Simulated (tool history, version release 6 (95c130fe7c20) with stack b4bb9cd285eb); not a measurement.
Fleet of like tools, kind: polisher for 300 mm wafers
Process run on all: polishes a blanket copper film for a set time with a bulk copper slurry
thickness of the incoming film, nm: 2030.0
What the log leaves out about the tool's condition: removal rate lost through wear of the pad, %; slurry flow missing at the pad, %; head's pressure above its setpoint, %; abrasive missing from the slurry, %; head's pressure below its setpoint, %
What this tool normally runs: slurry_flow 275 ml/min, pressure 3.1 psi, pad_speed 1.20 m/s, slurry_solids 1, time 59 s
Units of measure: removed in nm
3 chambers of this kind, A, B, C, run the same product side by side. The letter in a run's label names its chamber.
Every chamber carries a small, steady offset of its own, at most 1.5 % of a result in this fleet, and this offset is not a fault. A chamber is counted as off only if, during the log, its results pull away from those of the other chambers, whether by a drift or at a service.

| run | day | slurry_flow | pressure | pad_speed | slurry_solids | time | wafers polished on this pad | hours since the slurry nozzle was cleaned | hours since the head pressure was calibrated | hours since the slurry blender was calibrated | removed |
|---|---|---|---|---|---|---|---|---|---|---|---|
| 1C | 0.250 | 275 | 3.1 | 1.20 | 1 | 59 | 70 | 308.4 | 826.4 | 122.8 | 782.16 |
| 2B | 0.529 | 275 | 3.1 | 1.20 | 1 | 59 | 593 | 114.3 | 317.6 | 150.2 | 765.23 |
| 3A | 0.967 | 275 | 3.1 | 1.20 | 1 | 59 | 793 | 30.0 | 542.8 | 223.8 | 783.75 |
|  | 1.021 | chamber A: worn pad replaced by a new one |
| 4A | 1.288 | 275 | 3.1 | 1.20 | 1 | 59 | 65 | 37.7 | 550.5 | 231.5 | 797.52 |
| 5B | 1.546 | 275 | 3.1 | 1.20 | 1 | 59 | 837 | 138.7 | 342.0 | 174.6 | 785.61 |
|  | 1.838 | chamber C: slurry blender recalibrated |
| 6C | 1.871 | 275 | 3.1 | 1.20 | 1 | 59 | 460 | 347.3 | 865.3 | 0.9 | 783.60 |
|  | 2.212 | chamber B: worn pad replaced by a new one |
| 7B | 2.267 | 275 | 3.1 | 1.20 | 1 | 59 | 13 | 156.0 | 359.3 | 191.9 | 774.77 |
| 8A | 2.638 | 275 | 3.1 | 1.20 | 1 | 59 | 389 | 70.1 | 582.9 | 263.9 | 782.61 |
|  | 2.804 | chamber C: worn pad replaced by a new one |
| 9C | 2.921 | 275 | 3.1 | 1.20 | 1 | 59 | 28 | 372.5 | 890.5 | 26.1 | 790.12 |
|  | 3.146 | chamber A: head pressure recalibrated |
| 10A | 3.354 | 275 | 3.1 | 1.20 | 1 | 51 | 561 | 87.3 | 5.1 | 281.1 | 661.62 |
| 11B | 3.567 | 275 | 3.1 | 1.20 | 1 | 51 | 326 | 187.2 | 390.5 | 223.1 | 660.37 |
| 12C | 3.988 | 275 | 3.1 | 1.20 | 1 | 51 | 285 | 398.1 | 916.1 | 51.7 | 691.60 |
|  | 4.271 | chamber A: worn pad replaced by a new one |
|  | 4.350 | chamber A: slurry blender recalibrated |
| 13C | 4.396 | 275 | 3.1 | 1.20 | 1 | 59 | 383 | 407.9 | 925.9 | 61.5 | 782.25 |
| 14A | 4.721 | 275 | 3.1 | 1.20 | 1 | 59 | 108 | 120.1 | 37.9 | 8.9 | 763.90 |
| 15B | 4.917 | 275 | 3.1 | 1.20 | 1 | 59 | 650 | 219.6 | 422.9 | 255.5 | 777.85 |
|  | 5.158 | chamber C: slurry nozzle cleaned |
| 16B | 5.300 | 275 | 3.1 | 1.20 | 1 | 59 | 742 | 228.8 | 432.1 | 264.7 | 779.40 |
|  | 5.592 | chamber C: worn pad replaced by a new one |
| 17C | 5.633 | 275 | 3.1 | 1.20 | 1 | 59 | 10 | 11.4 | 955.6 | 91.2 | 784.09 |
| 18A | 6.017 | 275 | 2.8 | 0.94 | 1 | 59 | 419 | 151.2 | 69.0 | 40.0 | 545.99 |
|  | 6.300 | chamber B: worn pad replaced by a new one |
| 19A | 6.329 | 275 | 2.8 | 0.94 | 1 | 59 | 494 | 158.7 | 76.5 | 47.5 | 557.88 |
| 20C | 6.712 | 275 | 2.8 | 0.94 | 1 | 59 | 270 | 37.3 | 981.5 | 117.1 | 553.14 |
| 21B | 7.092 | 275 | 3.7 | 1.20 | 1 | 74 | 190 | 271.8 | 475.1 | 307.7 | 1177.70 |
|  | 7.158 | chamber C: slurry blender recalibrated |
| 22C | 7.342 | 275 | 3.7 | 1.20 | 1 | 74 | 421 | 52.4 | 996.6 | 4.4 | 1185.00 |
| 23A | 7.771 | 275 | 3.7 | 1.20 | 1 | 74 | 841 | 193.3 | 111.1 | 82.1 | 1188.60 |
| 24B | 8.158 | 275 | 3.1 | 1.20 | 1 | 59 | 447 | 297.4 | 500.7 | 333.3 | 771.92 |
| 25C | 8.350 | 275 | 3.1 | 1.20 | 1 | 59 | 663 | 76.6 | 1020.8 | 28.6 | 775.33 |
| 26B | 8.767 | 275 | 3.1 | 1.20 | 1 | 59 | 593 | 312.0 | 515.3 | 347.9 | 764.01 |

What goes on in this fleet: one chamber off, a drifting gauge, or nothing beyond the chambers' own small offsets? Name the chamber and the cause, if any.

Nothing is wrong: each chamber keeps only its own small, steady offset and the gauge holds still.
